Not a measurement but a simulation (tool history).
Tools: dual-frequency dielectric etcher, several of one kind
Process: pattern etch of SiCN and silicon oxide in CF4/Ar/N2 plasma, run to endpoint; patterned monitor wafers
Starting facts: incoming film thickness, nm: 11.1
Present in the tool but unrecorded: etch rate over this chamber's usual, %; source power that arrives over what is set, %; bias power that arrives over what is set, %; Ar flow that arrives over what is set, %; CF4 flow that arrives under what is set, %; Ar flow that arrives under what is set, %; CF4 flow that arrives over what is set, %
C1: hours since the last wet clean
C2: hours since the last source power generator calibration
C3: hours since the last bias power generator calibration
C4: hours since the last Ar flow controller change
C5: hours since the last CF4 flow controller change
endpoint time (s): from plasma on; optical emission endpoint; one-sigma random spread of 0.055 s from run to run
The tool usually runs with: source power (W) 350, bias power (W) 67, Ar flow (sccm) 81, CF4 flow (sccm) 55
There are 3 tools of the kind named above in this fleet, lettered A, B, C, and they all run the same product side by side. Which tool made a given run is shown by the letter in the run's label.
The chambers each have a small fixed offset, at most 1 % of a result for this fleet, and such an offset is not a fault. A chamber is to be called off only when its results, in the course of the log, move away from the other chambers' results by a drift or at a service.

Run 1A, day 0.1: usual settings; C1 363; C2 4135.4; C3 1508.5; C4 2821.8; C5 4607.2. Result: endpoint time (s) 16.417.
Run 2B, day 0.308: usual settings; C1 223.3; C2 1098.1; C3 1529; C4 1143.6; C5 1495.9. Result: endpoint time (s) 16.412.
Run 3C, day 0.475: usual settings; C1 265.8; C2 1199; C3 4356.3; C4 3129.2; C5 1259.9. Result: endpoint time (s) 16.406.
Run 4C, day 0.662: usual settings; C1 270.3; C2 1203.5; C3 4360.8; C4 3133.7; C5 1264.4. Result: endpoint time (s) 16.405.
Run 5A, day 0.792: usual settings; C1 379.6; C2 4152; C3 1525.1; C4 2838.4; C5 4623.8. Result: endpoint time (s) 16.403.
Run 6B, day 0.958: usual settings; C1 238.9; C2 1113.7; C3 1544.6; C4 1159.2; C5 1511.5. Result: endpoint time (s) 16.532.
Run 7B, day 1.1: usual settings; C1 242.3; C2 1117.1; C3 1548; C4 1162.6; C5 1514.9. Result: endpoint time (s) 16.497.
Run 8C, day 1.308: usual settings but source power (W) 290; C1 285.8; C2 1219; C3 4376.3; C4 3149.2; C5 1279.9. Result: endpoint time (s) 19.434.
Run 9A, day 1.479: usual settings but source power (W) 290; C1 396.1; C2 4168.5; C3 1541.6; C4 2854.9; C5 4640.3. Result: endpoint time (s) 19.394.
Run 10B, day 1.65: usual settings but source power (W) 290; C1 255.5; C2 1130.3; C3 1561.2; C4 1175.8; C5 1528.1. Result: endpoint time (s) 19.459.
Run 11A, day 1.75: usual settings; C1 402.6; C2 4175; C3 1548.1; C4 2861.4; C5 4646.8. Result: endpoint time (s) 16.445.
Run 12C, day 1.925: usual settings; C1 300.6; C2 1233.8; C3 4391.1; C4 3164; C5 1294.7. Result: endpoint time (s) 16.363.
Run 13C, day 2.079: usual settings; C1 304.3; C2 1237.5; C3 4394.8; C4 3167.7; C5 1298.4. Result: endpoint time (s) 16.374.
Run 14A, day 2.254: usual settings; C1 414.7; C2 4187.1; C3 1560.2; C4 2873.5; C5 4658.9. Result: endpoint time (s) 16.446.
Run 15B, day 2.392: usual settings; C1 273.3; C2 1148.1; C3 1579; C4 1193.6; C5 1545.9. Result: endpoint time (s) 16.484.
Run 16C, day 2.567: usual settings; C1 316; C2 1249.2; C3 4406.5; C4 3179.4; C5 1310.1. Result: endpoint time (s) 16.244.
Run 17A, day 2.717: usual settings; C1 425.8; C2 4198.2; C3 1571.3; C4 2884.6; C5 4670. Result: endpoint time (s) 16.454.
Run 18B, day 2.888: usual settings; C1 285.2; C2 1160; C3 1590.9; C4 1205.5; C5 1557.8. Result: endpoint time (s) 16.501.
Run 19C, day 3.033: usual settings; C1 327.2; C2 1260.4; C3 4417.7; C4 3190.6; C5 1321.3. Result: endpoint time (s) 16.097.
Run 20A, day 3.142: usual settings; C1 436; C2 4208.4; C3 1581.5; C4 2894.8; C5 4680.2. Result: endpoint time (s) 16.462.
Run 21B, day 3.267: usual settings; C1 294.3; C2 1169.1; C3 1600; C4 1214.6; C5 1566.9. Result: endpoint time (s) 16.53.

Decide between three cases: one chamber stands off from its peers, the gauge reading all wafers drifts, or nothing is wrong past each chamber's small offset. Where a chamber is off, say which and what most likely put it there.

It is chamber C that slowly wanders off from its peers.
Cause: source power that arrives over what is set, % = 3.14.
The log may not tell that from: etch rate over this chamber's usual, %.

Which of the 4 candidates below, each the usual settings with something changed and its results left as question marks, puts chamber C back in line with what the other chambers give on the usual settings?
In line means no further than this from the other chambers' mean on the usual settings: endpoint time (s) 0.19
Run 22C-1, day 3.421: usual settings but source power (W) 360. Result: endpoint time (s) ?.
Run 22C-2, day 3.421: usual settings but Ar flow (sccm) 77. Result: endpoint time (s) ?.
Run 22C-3, day 3.421: usual settings but source power (W) 340, bias power (W) 66. Result: endpoint time (s) ?.
Run 22C-4, day 3.421: usual settings but bias power (W) 66. Result: endpoint time (s) ?.

Other chambers, usual settings, mean: endpoint time (s) 16.484
  run  endpoint time (s)
22C-1              15.64
22C-2             15.916
22C-3             16.541
22C-4             16.119
22C-3 brings the chamber back in line.
